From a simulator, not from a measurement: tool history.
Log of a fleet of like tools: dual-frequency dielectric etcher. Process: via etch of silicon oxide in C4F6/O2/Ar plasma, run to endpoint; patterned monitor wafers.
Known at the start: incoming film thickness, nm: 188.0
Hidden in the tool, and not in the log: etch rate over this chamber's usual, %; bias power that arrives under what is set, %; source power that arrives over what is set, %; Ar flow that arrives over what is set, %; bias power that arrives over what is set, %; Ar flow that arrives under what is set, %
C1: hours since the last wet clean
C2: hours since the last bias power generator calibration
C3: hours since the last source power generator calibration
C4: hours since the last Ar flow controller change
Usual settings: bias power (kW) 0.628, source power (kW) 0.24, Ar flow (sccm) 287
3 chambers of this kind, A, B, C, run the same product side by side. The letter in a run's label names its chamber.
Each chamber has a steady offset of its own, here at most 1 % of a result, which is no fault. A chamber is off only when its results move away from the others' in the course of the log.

{"run": "1A", "hour": 10.2, "bias power (kW)": 0.628, "source power (kW)": 0.24, "Ar flow (sccm)": 287, "C1": 450.4, "C2": 876, "C3": 908.6, "C4": 3684.6, "endpoint time (s)": 45.362}
{"run": "2C", "hour": 19.6, "bias power (kW)": 0.628, "source power (kW)": 0.24, "Ar flow (sccm)": 287, "C1": 64, "C2": 670.2, "C3": 2973.1, "C4": 4976.9, "endpoint time (s)": 45.32}
{"run": "3B", "hour": 32.1, "bias power (kW)": 0.628, "source power (kW)": 0.24, "Ar flow (sccm)": 287, "C1": 340.4, "C2": 232.7, "C3": 1063.7, "C4": 1074.2, "endpoint time (s)": 45.377}
{"run": "4B", "hour": 39.4, "bias power (kW)": 0.628, "source power (kW)": 0.24, "Ar flow (sccm)": 287, "C1": 347.7, "C2": 240, "C3": 1071, "C4": 1081.5, "endpoint time (s)": 45.518}
{"hour": 50.2, "done": "chamber A: wet clean of the chamber"}
{"run": "5C", "hour": 51.2, "bias power (kW)": 0.628, "source power (kW)": 0.24, "Ar flow (sccm)": 287, "C1": 95.6, "C2": 701.8, "C3": 3004.7, "C4": 5008.5, "endpoint time (s)": 45.994}
{"run": "6A", "hour": 60.1, "bias power (kW)": 0.628, "source power (kW)": 0.24, "Ar flow (sccm)": 287, "C1": 10, "C2": 925.9, "C3": 958.5, "C4": 3734.5, "endpoint time (s)": 45.588}
{"run": "7C", "hour": 66.6, "bias power (kW)": 0.628, "source power (kW)": 0.24, "Ar flow (sccm)": 287, "C1": 111, "C2": 717.2, "C3": 3020.1, "C4": 5023.9, "endpoint time (s)": 45.597}
{"hour": 70.4, "done": "chamber C: source power generator calibrated"}
{"run": "8B", "hour": 74.1, "bias power (kW)": 0.628, "source power (kW)": 0.24, "Ar flow (sccm)": 287, "C1": 382.4, "C2": 274.7, "C3": 1105.7, "C4": 1116.2, "endpoint time (s)": 45.857}
{"run": "9A", "hour": 81.5, "bias power (kW)": 0.628, "source power (kW)": 0.24, "Ar flow (sccm)": 287, "C1": 31.4, "C2": 947.3, "C3": 979.9, "C4": 3755.9, "endpoint time (s)": 44.73}
{"run": "10C", "hour": 87.2, "bias power (kW)": 0.628, "source power (kW)": 0.24, "Ar flow (sccm)": 287, "C1": 131.6, "C2": 737.8, "C3": 16.8, "C4": 5044.5, "endpoint time (s)": 45.867}
{"run": "11A", "hour": 94.7, "bias power (kW)": 0.628, "source power (kW)": 0.24, "Ar flow (sccm)": 287, "C1": 44.6, "C2": 960.5, "C3": 993.1, "C4": 3769.1, "endpoint time (s)": 44.74}
{"run": "12B", "hour": 107.4, "bias power (kW)": 0.628, "source power (kW)": 0.24, "Ar flow (sccm)": 287, "C1": 415.7, "C2": 308, "C3": 1139, "C4": 1149.5, "endpoint time (s)": 45.106}
{"run": "13B", "hour": 116.0, "bias power (kW)": 0.628, "source power (kW)": 0.24, "Ar flow (sccm)": 287, "C1": 424.3, "C2": 316.6, "C3": 1147.6, "C4": 1158.1, "endpoint time (s)": 45.391}
{"run": "14C", "hour": 122.7, "bias power (kW)": 0.628, "source power (kW)": 0.24, "Ar flow (sccm)": 287, "C1": 167.1, "C2": 773.3, "C3": 52.3, "C4": 5080, "endpoint time (s)": 45.648}
{"run": "15A", "hour": 133.0, "bias power (kW)": 0.628, "source power (kW)": 0.22, "Ar flow (sccm)": 287, "C1": 82.9, "C2": 998.8, "C3": 1031.4, "C4": 3807.4, "endpoint time (s)": 45.591}
{"run": "16C", "hour": 144.3, "bias power (kW)": 0.628, "source power (kW)": 0.22, "Ar flow (sccm)": 287, "C1": 188.7, "C2": 794.9, "C3": 73.9, "C4": 5101.6, "endpoint time (s)": 46.953}
{"run": "17A", "hour": 151.4, "bias power (kW)": 0.628, "source power (kW)": 0.22, "Ar flow (sccm)": 287, "C1": 101.3, "C2": 1017.2, "C3": 1049.8, "C4": 3825.8, "endpoint time (s)": 46.729}
{"run": "18B", "hour": 164.5, "bias power (kW)": 0.628, "source power (kW)": 0.24, "Ar flow (sccm)": 287, "C1": 472.8, "C2": 365.1, "C3": 1196.1, "C4": 1206.6, "endpoint time (s)": 45.011}
{"run": "19A", "hour": 170.6, "bias power (kW)": 0.628, "source power (kW)": 0.24, "Ar flow (sccm)": 287, "C1": 120.5, "C2": 1036.4, "C3": 1069, "C4": 3845, "endpoint time (s)": 45.767}
{"run": "20C", "hour": 180.1, "bias power (kW)": 0.628, "source power (kW)": 0.24, "Ar flow (sccm)": 253, "C1": 224.5, "C2": 830.7, "C3": 109.7, "C4": 5137.4, "endpoint time (s)": 45.37}
{"run": "21B", "hour": 188.8, "bias power (kW)": 0.628, "source power (kW)": 0.24, "Ar flow (sccm)": 253, "C1": 497.1, "C2": 389.4, "C3": 1220.4, "C4": 1230.9, "endpoint time (s)": 44.531}
{"run": "22C", "hour": 197.9, "bias power (kW)": 0.628, "source power (kW)": 0.24, "Ar flow (sccm)": 253, "C1": 242.3, "C2": 848.5, "C3": 127.5, "C4": 5155.2, "endpoint time (s)": 45.704}

What goes on in this fleet: one chamber off, a drifting gauge, or nothing beyond the chambers' own small offsets? Name the chamber and the cause, if any.

No chamber stands off beyond its own small offset, and the gauge holds steady.
